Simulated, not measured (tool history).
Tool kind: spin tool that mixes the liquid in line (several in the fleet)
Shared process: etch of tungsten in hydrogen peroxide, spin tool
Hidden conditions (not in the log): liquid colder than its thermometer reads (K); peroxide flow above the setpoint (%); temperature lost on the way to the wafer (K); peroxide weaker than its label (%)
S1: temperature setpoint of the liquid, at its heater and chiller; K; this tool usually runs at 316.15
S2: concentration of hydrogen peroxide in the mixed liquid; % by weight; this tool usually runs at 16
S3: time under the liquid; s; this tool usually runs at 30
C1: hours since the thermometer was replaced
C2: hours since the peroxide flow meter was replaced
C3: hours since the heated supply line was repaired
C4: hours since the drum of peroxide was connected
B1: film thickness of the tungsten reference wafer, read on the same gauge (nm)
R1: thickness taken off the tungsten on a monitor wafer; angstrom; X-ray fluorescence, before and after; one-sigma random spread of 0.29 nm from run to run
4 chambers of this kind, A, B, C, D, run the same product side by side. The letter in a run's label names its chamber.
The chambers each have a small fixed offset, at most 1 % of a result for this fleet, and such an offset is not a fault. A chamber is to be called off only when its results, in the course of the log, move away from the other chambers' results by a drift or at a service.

| run | hour | S1 | S2 | S3 | C1 | C2 | C3 | C4 | B1 | R1 |
|---|---|---|---|---|---|---|---|---|---|---|
| 1B | 7.3 | 316.15 | 16 | 30 | 166.4 | 793.9 | 1113.2 | 195.0 | 69.998 | 437.70 |
| 2C | 15.0 | 316.15 | 16 | 30 | 688.5 | 320.2 | 2292.1 | 176.2 | 69.998 | 440.09 |
| 3D | 24.5 | 316.15 | 16 | 30 | 480.1 | 765.0 | 2122.8 | 1308.4 | 69.981 | 443.34 |
| 4A | 32.8 | 316.15 | 16 | 30 | 217.0 | 193.6 | 566.3 | 980.9 | 70.002 | 434.81 |
| 5C | 43.8 | 309.15 | 16 | 50 | 717.3 | 349.0 | 2320.9 | 205.0 | 70.005 | 465.38 |
| 6D | 53.8 | 309.15 | 16 | 50 | 509.4 | 794.3 | 2152.1 | 1337.7 | 69.971 | 467.55 |
| 7A | 65.4 | 309.15 | 16 | 50 | 249.6 | 226.2 | 598.9 | 1013.5 | 69.965 | 462.59 |
|  | 73.4 | chamber D: heated supply line repaired |
| 8B | 75.4 | 309.15 | 16 | 50 | 234.5 | 862.0 | 1181.3 | 263.1 | 70.003 | 463.30 |
| 9A | 84.1 | 316.15 | 16 | 30 | 268.3 | 244.9 | 617.6 | 1032.2 | 69.995 | 432.70 |
| 10B | 92.2 | 316.15 | 16 | 30 | 251.3 | 878.8 | 1198.1 | 279.9 | 70.013 | 437.65 |
| 11D | 106.8 | 316.15 | 16 | 30 | 562.4 | 847.3 | 33.5 | 1390.7 | 69.980 | 440.91 |
| 12C | 117.8 | 316.15 | 16 | 30 | 791.3 | 423.0 | 2394.9 | 279.0 | 70.012 | 436.71 |
|  | 123.3 | chamber C: peroxide flow meter replaced |
| 13D | 130.4 | 312.15 | 20 | 30 | 586.0 | 870.9 | 57.1 | 1414.3 | 69.977 | 380.12 |
| 14C | 142.4 | 312.15 | 20 | 30 | 815.9 | 19.1 | 2419.5 | 303.6 | 70.016 | 377.22 |
|  | 150.8 | chamber D: new drum of peroxide connected |
| 15A | 157.1 | 312.15 | 20 | 30 | 341.3 | 317.9 | 690.6 | 1105.2 | 70.003 | 374.64 |
| 16B | 166.8 | 312.15 | 20 | 30 | 325.9 | 953.4 | 1272.7 | 354.5 | 69.974 | 381.09 |
| 17C | 181.5 | 316.15 | 16 | 30 | 855.0 | 58.2 | 2458.6 | 342.7 | 70.004 | 434.10 |
| 18B | 188.6 | 316.15 | 16 | 30 | 347.7 | 975.2 | 1294.5 | 376.3 | 70.005 | 435.44 |
|  | 194.6 | chamber A: peroxide flow meter replaced |
|  | 196.7 | chamber B: peroxide flow meter replaced |
| 19A | 200.4 | 316.15 | 16 | 30 | 384.6 | 5.8 | 733.9 | 1148.5 | 69.986 | 439.95 |
| 20D | 210.6 | 316.15 | 16 | 30 | 666.2 | 951.1 | 137.3 | 59.9 | 69.974 | 443.39 |
| 21A | 220.5 | 316.15 | 19 | 30 | 404.7 | 25.9 | 754.0 | 1168.6 | 69.979 | 471.73 |
| 22D | 233.7 | 316.15 | 19 | 30 | 689.3 | 974.2 | 160.4 | 83.0 | 70.025 | 482.77 |
|  | 237.5 | chamber A: new drum of peroxide connected |
| 23B | 245.7 | 316.15 | 19 | 30 | 404.8 | 49.0 | 1351.6 | 433.4 | 70.007 | 474.75 |
| 24C | 258.6 | 316.15 | 19 | 30 | 932.1 | 135.3 | 2535.7 | 419.8 | 70.022 | 472.07 |
| 25B | 273.3 | 316.15 | 16 | 30 | 432.4 | 76.6 | 1379.2 | 461.0 | 70.016 | 425.43 |
| 26A | 283.4 | 312.15 | 16 | 30 | 467.6 | 88.8 | 816.9 | 45.9 | 69.978 | 336.74 |
| 27C | 296.6 | 312.15 | 16 | 30 | 970.1 | 173.3 | 2573.7 | 457.8 | 70.029 | 338.20 |
| 28D | 309.6 | 312.15 | 16 | 30 | 765.2 | 1050.1 | 236.3 | 158.9 | 70.021 | 342.78 |
| 29D | 320.0 | 312.15 | 16 | 30 | 775.6 | 1060.5 | 246.7 | 169.3 | 70.014 | 339.94 |
|  | 327.2 | chamber A: heated supply line repaired |
| 30B | 334.0 | 322.65 | 20 | 30 | 493.1 | 137.3 | 1439.9 | 521.7 | 69.995 | 704.31 |
|  | 334.9 | chamber C: heated supply line repaired |
| 31C | 348.2 | 322.65 | 20 | 30 | 1021.7 | 224.9 | 13.4 | 509.4 | 70.024 | 719.64 |
| 32A | 358.5 | 322.65 | 20 | 30 | 542.7 | 163.9 | 31.3 | 121.0 | 69.986 | 747.43 |
| 33D | 368.1 | 322.65 | 20 | 30 | 823.7 | 1108.6 | 294.8 | 217.4 | 69.983 | 737.76 |
| 34A | 382.7 | 316.15 | 16 | 30 | 566.9 | 188.1 | 55.5 | 145.2 | 69.975 | 441.63 |
| 35C | 393.6 | 316.15 | 13 | 30 | 1067.1 | 270.3 | 58.8 | 554.8 | 69.989 | 391.53 |
|  | 400.6 | chamber C: new drum of peroxide connected |
| 36B | 407.4 | 316.15 | 13 | 30 | 566.5 | 210.7 | 1513.3 | 595.1 | 69.980 | 364.96 |
| 37C | 416.7 | 316.15 | 13 | 30 | 1090.2 | 293.4 | 81.9 | 16.2 | 69.957 | 391.45 |
| 38D | 426.0 | 316.15 | 13 | 30 | 881.6 | 1166.5 | 352.7 | 275.3 | 69.999 | 401.40 |

All chambers now run identical settings, listed one chamber a line with results as question marks. What results will each chamber show?
| 39A | 436.7 | 316.15 | 16 | 30 |  |  |  |  |  | ? |
| 39B | 436.7 | 316.15 | 16 | 30 |  |  |  |  |  | ? |
| 39C | 436.7 | 316.15 | 16 | 30 |  |  |  |  |  | ? |
| 39D | 436.7 | 316.15 | 16 | 30 |  |  |  |  |  | ? |

| run | R1 |
|---|---|
| 39A | 437.77 |
| 39B | 401.48 |
| 39C | 437.10 |
| 39D | 439.73 |
